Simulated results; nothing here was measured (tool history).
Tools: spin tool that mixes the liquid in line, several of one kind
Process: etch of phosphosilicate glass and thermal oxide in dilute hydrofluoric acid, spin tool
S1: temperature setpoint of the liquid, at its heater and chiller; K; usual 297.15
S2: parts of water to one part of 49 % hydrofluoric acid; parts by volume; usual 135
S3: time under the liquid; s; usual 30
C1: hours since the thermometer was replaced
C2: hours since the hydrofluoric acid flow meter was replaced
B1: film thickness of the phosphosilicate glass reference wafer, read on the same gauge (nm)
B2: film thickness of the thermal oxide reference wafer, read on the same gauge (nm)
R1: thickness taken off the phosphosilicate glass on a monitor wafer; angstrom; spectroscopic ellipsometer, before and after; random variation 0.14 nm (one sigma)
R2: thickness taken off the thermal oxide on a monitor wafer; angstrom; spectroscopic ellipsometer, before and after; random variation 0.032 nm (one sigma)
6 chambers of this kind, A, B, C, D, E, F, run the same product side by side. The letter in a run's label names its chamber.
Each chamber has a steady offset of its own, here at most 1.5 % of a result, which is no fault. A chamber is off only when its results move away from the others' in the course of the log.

run 1E hour=5.6 | S1=297.15 S2=135 S3=30 | C1=366.4 C2=474.1 | B1=69.987 B2=39.998 | R1=262.03 R2=9.9869
run 2C hour=10.9 | S1=297.15 S2=135 S3=30 | C1=1615.2 C2=791.1 | B1=70.043 B2=40.010 | R1=260.28 R2=9.2670
run 3F hour=15.3 | S1=297.15 S2=135 S3=30 | C1=717.8 C2=1706.6 | B1=70.053 B2=40.001 | R1=260.55 R2=10.0020
run 4B hour=19.0 | S1=297.15 S2=135 S3=30 | C1=383.2 C2=116.4 | B1=69.977 B2=39.998 | R1=260.18 R2=10.2210
run 5A hour=24.4 | S1=297.15 S2=135 S3=30 | C1=789.5 C2=223.8 | B1=69.935 B2=40.020 | R1=260.61 R2=10.4110
run 6D hour=28.2 | S1=297.15 S2=135 S3=30 | C1=33.8 C2=480.9 | B1=70.004 B2=40.001 | R1=263.54 R2=10.1150
run 7D hour=35.6 | S1=297.15 S2=135 S3=30 | C1=41.2 C2=488.3 | B1=69.993 B2=39.987 | R1=262.48 R2=10.1270
run 8A hour=38.8 | S1=297.15 S2=135 S3=30 | C1=803.9 C2=238.2 | B1=70.075 B2=40.005 | R1=259.26 R2=9.8908
run 9C hour=44.4 | S1=297.15 S2=135 S3=30 | C1=1648.7 C2=824.6 | B1=70.047 B2=39.991 | R1=262.51 R2=10.0550
run 10F hour=50.4 | S1=297.15 S2=135 S3=30 | C1=752.9 C2=1741.7 | B1=70.030 B2=39.988 | R1=261.99 R2=10.2550
run 11E hour=53.9 | S1=297.15 S2=160 S3=50 | C1=414.7 C2=522.4 | B1=70.003 B2=40.002 | R1=358.74 R2=13.4240
run 12B hour=57.9 | S1=297.15 S2=160 S3=50 | C1=422.1 C2=155.3 | B1=70.006 B2=40.022 | R1=356.98 R2=13.3420
-- hour=64.8 chamber D: hydrofluoric acid flow meter replaced
run 13C hour=65.3 | S1=297.15 S2=160 S3=50 | C1=1669.6 C2=845.5 | B1=69.990 B2=39.981 | R1=358.90 R2=13.0260
run 14E hour=70.7 | S1=297.15 S2=160 S3=50 | C1=431.5 C2=539.2 | B1=69.922 B2=39.999 | R1=355.47 R2=13.3300
run 15D hour=76.4 | S1=297.15 S2=160 S3=50 | C1=82.0 C2=11.7 | B1=70.002 B2=39.986 | R1=360.64 R2=14.0770
run 16F hour=81.3 | S1=297.15 S2=160 S3=50 | C1=783.8 C2=1772.6 | B1=70.020 B2=40.022 | R1=359.05 R2=13.8760
run 17A hour=86.0 | S1=297.15 S2=135 S3=30 | C1=851.1 C2=285.4 | B1=69.966 B2=39.992 | R1=259.59 R2=10.2210
run 18B hour=90.4 | S1=297.15 S2=135 S3=30 | C1=454.6 C2=187.8 | B1=69.952 B2=39.995 | R1=263.45 R2=10.1680
run 19D hour=97.2 | S1=297.15 S2=135 S3=30 | C1=102.8 C2=32.5 | B1=70.006 B2=40.005 | R1=262.47 R2=10.0270
run 20F hour=103.0 | S1=297.15 S2=135 S3=30 | C1=805.5 C2=1794.3 | B1=70.015 B2=40.003 | R1=261.19 R2=9.8952
run 21C hour=108.5 | S1=297.15 S2=135 S3=30 | C1=1712.8 C2=888.7 | B1=70.011 B2=40.010 | R1=260.70 R2=10.3640
run 22E hour=113.5 | S1=300.65 S2=135 S3=15 | C1=474.3 C2=582.0 | B1=69.996 B2=39.998 | R1=149.00 R2=5.5239
run 23B hour=118.0 | S1=300.65 S2=135 S3=15 | C1=482.2 C2=215.4 | B1=70.007 B2=40.014 | R1=149.28 R2=5.7730
run 24A hour=123.4 | S1=300.65 S2=135 S3=15 | C1=888.5 C2=322.8 | B1=70.036 B2=39.982 | R1=148.63 R2=5.7380
-- hour=127.4 chamber E: thermometer replaced
run 25B hour=130.5 | S1=300.65 S2=135 S3=15 | C1=494.7 C2=227.9 | B1=69.981 B2=39.986 | R1=148.99 R2=5.5536
run 26D hour=134.1 | S1=300.65 S2=135 S3=15 | C1=139.7 C2=69.4 | B1=69.987 B2=39.994 | R1=151.80 R2=5.6680
run 27A hour=138.5 | S1=300.65 S2=135 S3=15 | C1=903.6 C2=337.9 | B1=69.966 B2=39.998 | R1=149.48 R2=5.6580
run 28C hour=141.9 | S1=297.15 S2=135 S3=30 | C1=1746.2 C2=922.1 | B1=69.952 B2=40.005 | R1=258.70 R2=10.0490
run 29F hour=148.6 | S1=297.15 S2=135 S3=30 | C1=851.1 C2=1839.9 | B1=69.973 B2=39.992 | R1=262.06 R2=10.0180
run 30E hour=155.2 | S1=297.15 S2=135 S3=30 | C1=27.8 C2=623.7 | B1=69.999 B2=40.007 | R1=259.10 R2=10.1530
run 31F hour=159.3 | S1=297.15 S2=135 S3=30 | C1=861.8 C2=1850.6 | B1=70.007 B2=39.994 | R1=259.98 R2=9.6811
run 32A hour=165.0 | S1=297.15 S2=135 S3=30 | C1=930.1 C2=364.4 | B1=70.064 B2=39.985 | R1=260.35 R2=10.1180
run 33C hour=169.3 | S1=297.15 S2=135 S3=30 | C1=1773.6 C2=949.5 | B1=69.944 B2=39.997 | R1=259.95 R2=9.9742
run 34D hour=173.4 | S1=297.15 S2=135 S3=30 | C1=179.0 C2=108.7 | B1=69.956 B2=40.004 | R1=262.37 R2=10.1240
run 35B hour=179.7 | S1=301.15 S2=180 S3=30 | C1=543.9 C2=277.1 | B1=70.004 B2=39.986 | R1=216.05 R2=8.5111
run 36E hour=187.1 | S1=301.15 S2=180 S3=30 | C1=59.7 C2=655.6 | B1=69.952 B2=39.989 | R1=215.99 R2=8.2475
run 37C hour=190.5 | S1=301.15 S2=180 S3=30 | C1=1794.8 C2=970.7 | B1=69.946 B2=39.994 | R1=215.56 R2=8.5789
run 38E hour=197.4 | S1=301.15 S2=180 S3=30 | C1=70.0 C2=665.9 | B1=70.019 B2=40.008 | R1=215.55 R2=8.0459
run 39A hour=204.1 | S1=301.15 S2=180 S3=30 | C1=969.2 C2=403.5 | B1=70.002 B2=39.989 | R1=215.49 R2=8.0895
run 40D hour=208.9 | S1=301.15 S2=180 S3=30 | C1=214.5 C2=144.2 | B1=70.023 B2=40.016 | R1=214.87 R2=8.3969
run 41F hour=213.6 | S1=297.15 S2=135 S3=30 | C1=916.1 C2=1904.9 | B1=70.035 B2=39.997 | R1=262.34 R2=10.3480
run 42B hour=216.9 | S1=297.15 S2=135 S3=30 | C1=581.1 C2=314.3 | B1=70.031 B2=39.992 | R1=263.27 R2=9.7596
run 43D hour=223.2 | S1=297.15 S2=135 S3=30 | C1=228.8 C2=158.5 | B1=70.038 B2=40.017 | R1=263.64 R2=9.7136
run 44E hour=230.1 | S1=297.15 S2=175 S3=30 | C1=102.7 C2=698.6 | B1=70.011 B2=39.997 | R1=193.50 R2=7.6665

Next, every chamber runs the same settings. What will each give?
run 45A hour=235.4 | S1=297.15 S2=135 S3=30 | R1=? R2=?
run 45B hour=235.4 | S1=297.15 S2=135 S3=30 | R1=? R2=?
run 45C hour=235.4 | S1=297.15 S2=135 S3=30 | R1=? R2=?
run 45D hour=235.4 | S1=297.15 S2=135 S3=30 | R1=? R2=?
run 45E hour=235.4 | S1=297.15 S2=135 S3=30 | R1=? R2=?
run 45F hour=235.4 | S1=297.15 S2=135 S3=30 | R1=? R2=?

run=45A R1=261.30 R2=10.2330
run=45B R1=260.99 R2=10.1680
run=45C R1=258.64 R2=9.7056
run=45D R1=261.34 R2=9.5280
run=45E R1=259.90 R2=9.7918
run=45F R1=262.24 R2=10.2370
